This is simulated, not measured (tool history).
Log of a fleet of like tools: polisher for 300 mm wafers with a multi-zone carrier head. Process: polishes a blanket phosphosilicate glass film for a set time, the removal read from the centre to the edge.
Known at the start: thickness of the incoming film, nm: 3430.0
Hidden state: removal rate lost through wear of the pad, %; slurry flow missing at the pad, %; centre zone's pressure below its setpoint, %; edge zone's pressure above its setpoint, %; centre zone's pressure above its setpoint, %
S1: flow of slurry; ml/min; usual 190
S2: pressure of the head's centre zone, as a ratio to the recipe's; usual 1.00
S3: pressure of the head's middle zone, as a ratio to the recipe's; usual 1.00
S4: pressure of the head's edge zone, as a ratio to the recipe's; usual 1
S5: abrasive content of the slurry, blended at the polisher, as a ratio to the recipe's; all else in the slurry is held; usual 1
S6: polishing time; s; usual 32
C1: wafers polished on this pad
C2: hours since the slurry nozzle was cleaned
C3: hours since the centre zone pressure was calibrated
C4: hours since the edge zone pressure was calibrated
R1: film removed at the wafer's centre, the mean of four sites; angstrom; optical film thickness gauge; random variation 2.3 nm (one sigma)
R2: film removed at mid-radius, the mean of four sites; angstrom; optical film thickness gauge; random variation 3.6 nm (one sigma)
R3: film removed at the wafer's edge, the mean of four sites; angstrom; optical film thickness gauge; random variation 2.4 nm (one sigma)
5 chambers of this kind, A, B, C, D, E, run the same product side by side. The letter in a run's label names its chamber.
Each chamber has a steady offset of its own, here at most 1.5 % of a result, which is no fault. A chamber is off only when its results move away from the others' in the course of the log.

{"run": "1A", "hour": 5.1, "S1": 190, "S2": 1.0, "S3": 1.0, "S4": 1, "S5": 1, "S6": 32, "C1": 1065, "C2": 131.7, "C3": 453.8, "C4": 567.8, "R1": 2722.2, "R2": 2792.2, "R3": 2736.2}
{"run": "2B", "hour": 10.3, "S1": 190, "S2": 1.0, "S3": 1.0, "S4": 1, "S5": 1, "S6": 32, "C1": 948, "C2": 56.8, "C3": 887.3, "C4": 297.8, "R1": 2735.4, "R2": 2674.6, "R3": 2713.8}
{"hour": 12.8, "done": "chamber A: worn pad replaced by a new one"}
{"run": "3E", "hour": 14.4, "S1": 190, "S2": 1.0, "S3": 1.0, "S4": 1, "S5": 1, "S6": 32, "C1": 176, "C2": 337.0, "C3": 362.5, "C4": 457.7, "R1": 2708.7, "R2": 2692.2, "R3": 2760.1}
{"hour": 14.5, "done": "chamber B: worn pad replaced by a new one"}
{"run": "4D", "hour": 20.7, "S1": 190, "S2": 1.0, "S3": 1.0, "S4": 1, "S5": 1, "S6": 32, "C1": 1091, "C2": 672.7, "C3": 29.1, "C4": 268.1, "R1": 2727.3, "R2": 2717.8, "R3": 2754.5}
{"hour": 25.0, "done": "chamber C: worn pad replaced by a new one"}
{"run": "5C", "hour": 26.8, "S1": 190, "S2": 1.0, "S3": 1.0, "S4": 1, "S5": 1, "S6": 32, "C1": 20, "C2": 334.6, "C3": 1078.4, "C4": 367.0, "R1": 2770.7, "R2": 2661.1, "R3": 2764.7}
{"run": "6B", "hour": 29.9, "S1": 190, "S2": 1.0, "S3": 1.0, "S4": 1, "S5": 1, "S6": 32, "C1": 170, "C2": 76.4, "C3": 906.9, "C4": 317.4, "R1": 2718.1, "R2": 2723.4, "R3": 2685.9}
{"hour": 31.2, "done": "chamber D: worn pad replaced by a new one"}
{"run": "7A", "hour": 35.2, "S1": 190, "S2": 1.0, "S3": 1.0, "S4": 1, "S5": 1, "S6": 32, "C1": 247, "C2": 161.8, "C3": 483.9, "C4": 597.9, "R1": 2678.4, "R2": 2746.0, "R3": 2729.5}
{"run": "8C", "hour": 40.2, "S1": 190, "S2": 1.0, "S3": 1.0, "S4": 1, "S5": 1, "S6": 32, "C1": 168, "C2": 348.0, "C3": 1091.8, "C4": 380.4, "R1": 2733.2, "R2": 2737.4, "R3": 2751.9}
{"run": "9E", "hour": 46.4, "S1": 190, "S2": 1.0, "S3": 1.0, "S4": 1, "S5": 1, "S6": 32, "C1": 529, "C2": 369.0, "C3": 394.5, "C4": 489.7, "R1": 2697.4, "R2": 2704.2, "R3": 2707.3}
{"run": "10D", "hour": 50.8, "S1": 190, "S2": 1.0, "S3": 1.0, "S4": 1, "S5": 1, "S6": 32, "C1": 216, "C2": 702.8, "C3": 59.2, "C4": 298.2, "R1": 2739.3, "R2": 2713.8, "R3": 2781.7}
{"run": "11C", "hour": 55.0, "S1": 190, "S2": 1.0, "S3": 1.0, "S4": 1, "S5": 1, "S6": 32, "C1": 332, "C2": 362.8, "C3": 1106.6, "C4": 395.2, "R1": 2705.3, "R2": 2651.6, "R3": 2716.4}
{"run": "12D", "hour": 57.9, "S1": 190, "S2": 1.0, "S3": 1.0, "S4": 1, "S5": 1, "S6": 32, "C1": 295, "C2": 709.9, "C3": 66.3, "C4": 305.3, "R1": 2695.4, "R2": 2733.2, "R3": 2774.8}
{"run": "13E", "hour": 62.2, "S1": 190, "S2": 1.0, "S3": 1.0, "S4": 1, "S5": 1, "S6": 32, "C1": 704, "C2": 384.8, "C3": 410.3, "C4": 505.5, "R1": 2740.8, "R2": 2665.8, "R3": 2700.6}
{"run": "14A", "hour": 67.1, "S1": 190, "S2": 1.0, "S3": 1.0, "S4": 1, "S5": 1, "S6": 32, "C1": 599, "C2": 193.7, "C3": 515.8, "C4": 629.8, "R1": 2616.4, "R2": 2670.2, "R3": 2723.7}
{"run": "15B", "hour": 71.1, "S1": 190, "S2": 1.0, "S3": 1.0, "S4": 1, "S5": 1, "S6": 32, "C1": 625, "C2": 117.6, "C3": 948.1, "C4": 358.6, "R1": 2749.9, "R2": 2702.1, "R3": 2729.3}
{"run": "16B", "hour": 74.0, "S1": 190, "S2": 1.0, "S3": 1.0, "S4": 1, "S5": 1, "S6": 32, "C1": 657, "C2": 120.5, "C3": 951.0, "C4": 361.5, "R1": 2709.8, "R2": 2633.5, "R3": 2716.9}
{"run": "17D", "hour": 77.4, "S1": 190, "S2": 1.0, "S3": 1.0, "S4": 1, "S5": 1, "S6": 32, "C1": 510, "C2": 729.4, "C3": 85.8, "C4": 324.8, "R1": 2739.5, "R2": 2707.6, "R3": 2730.8}
{"hour": 82.5, "done": "chamber E: worn pad replaced by a new one"}
{"run": "18C", "hour": 82.8, "S1": 190, "S2": 1.0, "S3": 1.0, "S4": 1, "S5": 1, "S6": 32, "C1": 639, "C2": 390.6, "C3": 1134.4, "C4": 423.0, "R1": 2726.2, "R2": 2715.5, "R3": 2747.2}
{"run": "19A", "hour": 86.6, "S1": 190, "S2": 1.0, "S3": 1.0, "S4": 1, "S5": 1, "S6": 32, "C1": 815, "C2": 213.2, "C3": 535.3, "C4": 649.3, "R1": 2563.8, "R2": 2702.4, "R3": 2708.6}
{"run": "20E", "hour": 89.4, "S1": 190, "S2": 1.04, "S3": 1.0, "S4": 1, "S5": 1, "S6": 32, "C1": 77, "C2": 412.0, "C3": 437.5, "C4": 532.7, "R1": 2837.6, "R2": 2702.4, "R3": 2689.3}
{"run": "21A", "hour": 92.3, "S1": 190, "S2": 1.04, "S3": 1.0, "S4": 1, "S5": 1, "S6": 32, "C1": 878, "C2": 218.9, "C3": 541.0, "C4": 655.0, "R1": 2723.1, "R2": 2717.9, "R3": 2728.6}
{"run": "22B", "hour": 96.9, "S1": 190, "S2": 1.04, "S3": 1.0, "S4": 1, "S5": 1, "S6": 32, "C1": 910, "C2": 143.4, "C3": 973.9, "C4": 384.4, "R1": 2806.4, "R2": 2708.6, "R3": 2677.5}
{"run": "23C", "hour": 101.6, "S1": 190, "S2": 1.04, "S3": 1.0, "S4": 1, "S5": 1, "S6": 32, "C1": 846, "C2": 409.4, "C3": 1153.2, "C4": 441.8, "R1": 2864.3, "R2": 2702.1, "R3": 2715.4}
{"run": "24E", "hour": 104.6, "S1": 190, "S2": 1.04, "S3": 1.0, "S4": 1, "S5": 1, "S6": 32, "C1": 244, "C2": 427.2, "C3": 452.7, "C4": 547.9, "R1": 2871.4, "R2": 2755.7, "R3": 2713.4}
{"run": "25D", "hour": 108.0, "S1": 190, "S2": 1.0, "S3": 1.0, "S4": 1, "S5": 1, "S6": 32, "C1": 848, "C2": 760.0, "C3": 116.4, "C4": 355.4, "R1": 2710.7, "R2": 2760.1, "R3": 2709.1}
{"run": "26C", "hour": 114.4, "S1": 190, "S2": 1.0, "S3": 1.0, "S4": 1, "S5": 1, "S6": 32, "C1": 988, "C2": 422.2, "C3": 1166.0, "C4": 454.6, "R1": 2721.8, "R2": 2730.8, "R3": 2722.0}
{"run": "27D", "hour": 118.5, "S1": 190, "S2": 1.0, "S3": 1.0, "S4": 1, "S5": 1, "S6": 32, "C1": 964, "C2": 770.5, "C3": 126.9, "C4": 365.9, "R1": 2707.4, "R2": 2729.6, "R3": 2668.7}
{"hour": 120.6, "done": "chamber B: worn pad replaced by a new one"}
{"run": "28A", "hour": 122.7, "S1": 190, "S2": 1.0, "S3": 1.0, "S4": 1, "S5": 1, "S6": 32, "C1": 1213, "C2": 249.3, "C3": 571.4, "C4": 685.4, "R1": 2525.1, "R2": 2726.2, "R3": 2680.4}
{"run": "29B", "hour": 126.6, "S1": 190, "S2": 1.0, "S3": 1.0, "S4": 1, "S5": 1, "S6": 32, "C1": 66, "C2": 173.1, "C3": 1003.6, "C4": 414.1, "R1": 2677.9, "R2": 2706.9, "R3": 2663.2}
{"hour": 128.0, "done": "chamber A: worn pad replaced by a new one"}
{"run": "30E", "hour": 131.1, "S1": 190, "S2": 1.0, "S3": 1.0, "S4": 1, "S5": 1, "S6": 32, "C1": 537, "C2": 453.7, "C3": 479.2, "C4": 574.4, "R1": 2727.2, "R2": 2710.2, "R3": 2710.1}
{"hour": 136.0, "done": "chamber A: slurry nozzle cleaned"}
{"hour": 136.7, "done": "chamber E: edge zone pressure recalibrated"}
{"run": "31A", "hour": 137.7, "S1": 190, "S2": 1.0, "S3": 1.0, "S4": 1, "S5": 1, "S6": 32, "C1": 107, "C2": 1.8, "C3": 586.4, "C4": 700.4, "R1": 2513.2, "R2": 2774.3, "R3": 2738.7}
{"run": "32C", "hour": 141.1, "S1": 190, "S2": 1.0, "S3": 1.0, "S4": 1, "S5": 1, "S6": 32, "C1": 1283, "C2": 448.9, "C3": 1192.7, "C4": 481.3, "R1": 2719.0, "R2": 2722.1, "R3": 2722.0}
{"hour": 141.9, "done": "chamber E: centre zone pressure recalibrated"}
{"run": "33D", "hour": 147.6, "S1": 190, "S2": 1.0, "S3": 1.0, "S4": 1, "S5": 1, "S6": 32, "C1": 1285, "C2": 799.6, "C3": 156.0, "C4": 395.0, "R1": 2720.2, "R2": 2756.8, "R3": 2722.7}
{"hour": 148.0, "done": "chamber C: worn pad replaced by a new one"}
{"run": "34B", "hour": 154.0, "S1": 190, "S2": 1.0, "S3": 1.0, "S4": 1, "S5": 1, "S6": 32, "C1": 369, "C2": 200.5, "C3": 1031.0, "C4": 441.5, "R1": 2704.3, "R2": 2689.5, "R3": 2691.5}
{"run": "35E", "hour": 159.5, "S1": 145, "S2": 1.0, "S3": 0.95, "S4": 1, "S5": 1, "S6": 32, "C1": 851, "C2": 482.1, "C3": 17.6, "C4": 22.8, "R1": 2568.3, "R2": 2473.2, "R3": 2607.0}
{"hour": 165.5, "done": "chamber D: worn pad replaced by a new one"}
{"run": "36D", "hour": 165.6, "S1": 145, "S2": 1.0, "S3": 0.95, "S4": 1, "S5": 1, "S6": 32, "C1": 1, "C2": 817.6, "C3": 174.0, "C4": 413.0, "R1": 2577.9, "R2": 2440.0, "R3": 2627.9}
{"hour": 165.9, "done": "chamber E: worn pad replaced by a new one"}
{"run": "37E", "hour": 170.4, "S1": 145, "S2": 1.0, "S3": 0.95, "S4": 1, "S5": 1, "S6": 32, "C1": 50, "C2": 493.0, "C3": 28.5, "C4": 33.7, "R1": 2592.7, "R2": 2518.7, "R3": 2647.5}
{"run": "38C", "hour": 176.2, "S1": 145, "S2": 1.0, "S3": 0.95, "S4": 1, "S5": 1, "S6": 32, "C1": 311, "C2": 484.0, "C3": 1227.8, "C4": 516.4, "R1": 2583.2, "R2": 2546.7, "R3": 2685.6}
{"run": "39B", "hour": 180.2, "S1": 145, "S2": 1.0, "S3": 0.95, "S4": 1, "S5": 1, "S6": 32, "C1": 658, "C2": 226.7, "C3": 1057.2, "C4": 467.7, "R1": 2558.0, "R2": 2433.9, "R3": 2617.7}
{"run": "40A", "hour": 184.6, "S1": 190, "S2": 1.0, "S3": 1.0, "S4": 1, "S5": 1, "S6": 32, "C1": 625, "C2": 48.7, "C3": 633.3, "C4": 747.3, "R1": 2431.4, "R2": 2683.5, "R3": 2733.0}
{"run": "41E", "hour": 189.1, "S1": 190, "S2": 1.0, "S3": 1.0, "S4": 1, "S5": 1, "S6": 32, "C1": 257, "C2": 511.7, "C3": 47.2, "C4": 52.4, "R1": 2735.2, "R2": 2686.5, "R3": 2721.1}

What goes on in this fleet: one chamber off, a drifting gauge, or nothing beyond the chambers' own small offsets? Name the chamber and the cause, if any.

Chamber A drifts away from the others.
Cause: centre zone's pressure below its setpoint, % = 10.4.

Here are 4 candidates for chamber A's next run, each the usual settings with a change, their results left as question marks. Which one brings its results back in line with what the others give on the usual settings?
In line means no further than this from the other chambers' mean on the usual settings: R1 80.0 angstrom; R2 130.0 angstrom; R3 85.0 angstrom
{"run": "42A-1", "hour": 193.7, "S1": 195, "S2": 1.1, "S3": 0.98, "S4": 0.97, "S5": 1, "S6": 32, "R1": "?", "R2": "?", "R3": "?"}
{"run": "42A-2", "hour": 193.7, "S1": 185, "S2": 0.95, "S3": 1.01, "S4": 1.02, "S5": 1, "S6": 32, "R1": "?", "R2": "?", "R3": "?"}
{"run": "42A-3", "hour": 193.7, "S1": 185, "S2": 0.91, "S3": 1.02, "S4": 1.03, "S5": 1, "S6": 32, "R1": "?", "R2": "?", "R3": "?"}
{"run": "42A-4", "hour": 193.7, "S1": 195, "S2": 1.05, "S3": 0.99, "S4": 0.98, "S5": 1, "S6": 32, "R1": "?", "R2": "?", "R3": "?"}

The other chambers' mean on the usual settings: R1 2721.7 angstrom; R2 2709.6 angstrom; R3 2719.1 angstrom
run=42A-1 R1=2697.8 R2=2657.6 R3=2697.1
run=42A-2 R1=2269.0 R2=2712.6 R3=2752.8
run=42A-3 R1=2161.0 R2=2737.9 R3=2766.9
run=42A-4 R1=2561.6 R2=2683.2 R3=2711.4
42A-1 brings the chamber back in line.

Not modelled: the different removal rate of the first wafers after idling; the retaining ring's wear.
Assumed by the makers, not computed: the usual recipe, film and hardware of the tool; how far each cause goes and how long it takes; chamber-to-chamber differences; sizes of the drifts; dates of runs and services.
